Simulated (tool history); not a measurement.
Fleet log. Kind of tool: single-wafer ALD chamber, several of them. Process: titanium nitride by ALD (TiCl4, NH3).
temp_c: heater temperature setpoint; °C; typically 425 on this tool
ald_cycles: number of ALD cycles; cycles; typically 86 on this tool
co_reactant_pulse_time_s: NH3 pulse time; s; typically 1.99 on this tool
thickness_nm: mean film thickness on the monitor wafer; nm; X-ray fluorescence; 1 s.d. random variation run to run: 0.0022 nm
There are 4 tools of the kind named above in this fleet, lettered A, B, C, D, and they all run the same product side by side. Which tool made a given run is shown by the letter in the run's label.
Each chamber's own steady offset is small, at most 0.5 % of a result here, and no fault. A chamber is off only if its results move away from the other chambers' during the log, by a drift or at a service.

run,hour,temp_c,ald_cycles,co_reactant_pulse_time_s,hours since the last thermocouple change,"read-back reference wafer on the same gauge, thickness_nm",thickness_nm
1A,5,425,86,1.99,593.5,2.1699,1.9167
2B,11.6,425,86,1.99,911,2.1696,1.9116
3D,16.6,425,86,1.99,2690,2.1693,1.9144
4C,26.4,425,86,1.99,1391.2,2.1688,1.92
5D,33.9,425,86,1.99,2707.3,2.1679,1.9161
6A,41.9,425,86,1.99,630.4,2.1674,1.9131
7C,46.6,425,86,1.99,1411.4,2.1671,1.916
8B,55.8,425,86,1.99,955.2,2.1668,1.9052
9D,62.8,425,86,1.99,2736.2,2.1665,1.9161
10C,70.3,425,86,1.99,1435.1,2.1661,1.92
11A,80.9,425,86,1.99,669.4,2.1658,1.9128
# hour 84.8: chamber B: thermocouple changed; heater temperature recalibrated
12B,87.7,425,86,1.99,2.9,2.1655,1.9039
13B,95.8,425,86,2.37,11,2.1647,1.9135
14A,103.8,425,86,2.37,692.3,2.1642,1.9186
15D,110.5,425,86,2.37,2783.9,2.1636,1.9222
# hour 115.2: chamber D: thermocouple changed; heater temperature recalibrated
16C,120.5,425,86,2.37,1485.3,2.163,1.9221
17B,130.1,420,86,1.99,45.3,2.1628,1.9
18C,134.8,420,86,1.99,1499.6,2.1624,1.909
19A,139.7,420,86,1.99,728.2,2.1619,1.903
20D,148,420,86,1.99,32.8,2.1617,1.907
21A,153.5,425,86,1.99,742,2.161,1.9089
22D,159.8,425,86,1.99,44.6,2.1613,1.9121
23C,165.5,425,86,1.99,1530.3,2.1611,1.9118
24B,173.2,425,86,1.99,88.4,2.1597,1.8976
# hour 180.3: chamber C: thermocouple changed; heater temperature recalibrated
25C,182.3,425,86,1.99,2.1,2.1596,1.914

Predict what each chamber gives when all 4 of them run the settings below next.
26A,189.9,425,86,1.99,,,?
26B,189.9,425,86,1.99,,,?
26C,189.9,425,86,1.99,,,?
26D,189.9,425,86,1.99,,,?

run,thickness_nm
26A,1.907
26B,1.9007
26C,1.9159
26D,1.9104
